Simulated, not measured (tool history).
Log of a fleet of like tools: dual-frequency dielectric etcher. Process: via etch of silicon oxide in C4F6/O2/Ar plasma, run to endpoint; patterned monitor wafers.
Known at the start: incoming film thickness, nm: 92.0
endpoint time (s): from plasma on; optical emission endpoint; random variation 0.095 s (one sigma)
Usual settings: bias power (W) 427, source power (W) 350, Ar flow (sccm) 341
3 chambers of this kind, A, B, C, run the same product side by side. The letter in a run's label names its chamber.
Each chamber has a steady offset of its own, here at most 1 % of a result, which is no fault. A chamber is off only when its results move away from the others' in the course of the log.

run	hour	bias power (W)	source power (W)	Ar flow (sccm)	endpoint time (s)
1B	7.2	427	350	341	22.901
2A	12.3	427	350	341	22.876
3C	19.5	427	350	341	22.869
4C	23.3	427	350	341	23.02
5B	26.9	427	350	341	22.978
6A	33.6	427	350	341	22.926
7C	38.9	427	350	341	22.828
8B	44	427	350	341	22.806
9A	49.8	427	350	341	22.947
10C	55.1	462	350	341	22.25
11A	60.6	462	350	341	22.121
12B	65.7	462	350	341	22.313
13C	70.2	427	350	341	22.94
14A	76.4	427	350	341	23.015
15B	81.3	427	350	341	22.712
16B	88.5	427	350	368	22.753
17A	92.5	427	350	368	23.159
18C	99.6	427	350	368	23.077
19C	104.7	427	350	341	22.738
20A	109.9	427	350	341	22.906
21B	113.5	427	350	341	22.547
# hour 116.4: chamber C: wet clean of the chamber
22B	119.1	427	350	341	22.59
23C	123.9	427	350	341	22.628
24A	131	427	350	341	22.738
25A	134.5	427	350	341	22.964
26B	141	427	350	341	22.188
27C	144.4	427	350	341	22.946
28A	149.5	427	350	341	22.891
29B	153.2	427	350	341	22.189
30C	156.4	427	350	341	22.845
31B	163.2	460	350	297	21.382
32C	168.2	460	350	297	21.948
33A	173.8	460	350	297	21.965
34A	180.6	427	350	341	22.793
35B	184.4	427	350	341	22.18
36C	190.2	427	260	295	25.086
37B	194.2	427	260	295	24.102
38A	198.1	427	260	295	24.951
39C	202.8	427	350	341	22.826
40A	207.1	427	350	372	23.191
41B	212.3	427	350	372	22.202

Next, every chamber runs the same settings. What will each give?
42A	217.5	427	350	341	?
42B	217.5	427	350	341	?
42C	217.5	427	350	341	?

run	endpoint time (s)
42A	23.032
42B	21.798
42C	22.838

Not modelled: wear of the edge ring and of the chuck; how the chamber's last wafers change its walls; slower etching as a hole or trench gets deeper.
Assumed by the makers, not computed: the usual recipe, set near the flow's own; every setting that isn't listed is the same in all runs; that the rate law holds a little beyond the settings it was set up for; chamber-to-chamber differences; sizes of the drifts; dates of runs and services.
